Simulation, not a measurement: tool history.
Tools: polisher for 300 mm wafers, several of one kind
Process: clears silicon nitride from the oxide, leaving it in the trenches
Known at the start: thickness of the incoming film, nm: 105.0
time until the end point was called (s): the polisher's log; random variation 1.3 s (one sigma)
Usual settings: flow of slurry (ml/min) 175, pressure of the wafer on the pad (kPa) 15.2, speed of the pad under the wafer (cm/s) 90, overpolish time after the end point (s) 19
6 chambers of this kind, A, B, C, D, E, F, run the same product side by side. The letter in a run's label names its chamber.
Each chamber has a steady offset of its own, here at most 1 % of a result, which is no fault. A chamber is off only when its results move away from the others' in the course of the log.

run   hour  flow of slurry (ml/min)  pressure of the wafer on the pad (kPa)  speed of the pad under the wafer (cm/s)  overpolish time after the end point (s)  time until the end point was called (s)
       3.7  -- chamber B: head pressure recalibrated
       4.3  -- chamber D: head pressure recalibrated
 1D    6.6                      175                                    15.2                                       90                                       19                                   144.81
 2E   12.3                      175                                    15.2                                       90                                       19                                   143.51
      16.6  -- chamber D: worn pad replaced by a new one
 3C   17.6                      175                                    15.2                                       90                                       19                                   140.98
 4A   22.4                      175                                    15.2                                       90                                       19                                   142.50
 5B   29.3                      175                                    15.2                                       90                                       19                                   141.72
      38.7  -- chamber E: worn pad replaced by a new one
 6F   40.2                      175                                    15.2                                       90                                       19                                   143.56
      48.4  -- chamber F: head pressure recalibrated
 7A   49.3                      175                                    15.2                                       90                                       19                                   143.61
      51.0  -- chamber D: slurry nozzle cleaned
 8E   57.2                      175                                    15.2                                       76                                       19                                   167.51
      59.8  -- chamber A: worn pad replaced by a new one
 9C   67.6                      175                                    15.2                                       76                                       19                                   167.71
10D   76.6                      175                                    15.2                                       76                                       19                                   170.41
      80.2  -- chamber F: worn pad replaced by a new one
      84.6  -- chamber B: worn pad replaced by a new one
      84.7  -- chamber C: slurry nozzle cleaned
11B   85.9                      175                                    15.2                                       76                                       19                                   167.49
12F   91.2                      175                                    15.2                                       76                                       19                                   167.97
13A   96.5                      175                                    15.2                                       76                                       19                                   169.20
14D  101.6                      175                                    15.2                                       90                                       19                                   144.77
15F  106.5                      175                                    15.2                                       90                                       19                                   142.99
16C  112.1                      175                                    15.2                                       90                                       19                                   140.99
17E  118.8                      175                                    15.2                                       90                                       19                                   142.49
18B  124.4                      175                                    15.2                                       90                                       19                                   139.87
     126.5  -- chamber B: slurry nozzle cleaned
19D  133.3                      175                                    15.2                                       90                                       19                                   143.27
     134.6  -- chamber C: worn pad replaced by a new one
20E  141.4                      175                                    15.2                                       90                                       19                                   141.71
     143.0  -- chamber E: worn pad replaced by a new one
21C  152.0                      130                                    15.2                                       90                                       19                                   150.25
22F  162.6                      130                                    15.2                                       90                                       19                                   151.48
23B  173.2                      130                                    15.2                                       90                                       19                                   150.48
     174.6  -- chamber D: worn pad replaced by a new one
     180.5  -- chamber A: worn pad replaced by a new one
24A  182.5                      130                                    15.2                                       90                                       19                                   150.19
25C  191.6                      130                                    15.2                                       90                                       19                                   150.59
26F  201.6                      130                                    15.2                                       90                                       19                                   154.51
27E  212.6                      175                                    15.2                                       90                                       19                                   144.21
28D  222.9                      175                                    15.2                                       90                                       19                                   145.21
29A  231.9                      175                                    18.6                                       90                                       19                                   115.36
     241.8  -- chamber F: worn pad replaced by a new one
30B  242.5                      175                                    18.6                                       90                                       19                                   116.09
     248.8  -- chamber E: worn pad replaced by a new one
     251.0  -- chamber B: worn pad replaced by a new one
31C  252.9                      175                                    18.6                                       90                                       19                                   116.74
32F  259.3                      175                                    18.6                                       90                                       19                                   117.01
33E  267.8                      175                                    18.6                                       90                                       19                                   118.63
34D  272.7                      175                                    18.6                                       90                                       19                                   117.16
35A  278.2                      175                                    15.2                                       90                                       19                                   141.75
36B  283.4                      175                                    15.2                                       90                                       19                                   142.35
37F  290.2                      175                                    15.2                                       90                                       19                                   144.16
38C  295.4                      175                                    15.2                                       90                                       19                                   141.69

Is one chamber off against the others, does the gauge drift, or is nothing wrong? If a chamber is off, say which, and what the likeliest cause is.

No chamber stands off beyond its own small offset, and the gauge holds steady.

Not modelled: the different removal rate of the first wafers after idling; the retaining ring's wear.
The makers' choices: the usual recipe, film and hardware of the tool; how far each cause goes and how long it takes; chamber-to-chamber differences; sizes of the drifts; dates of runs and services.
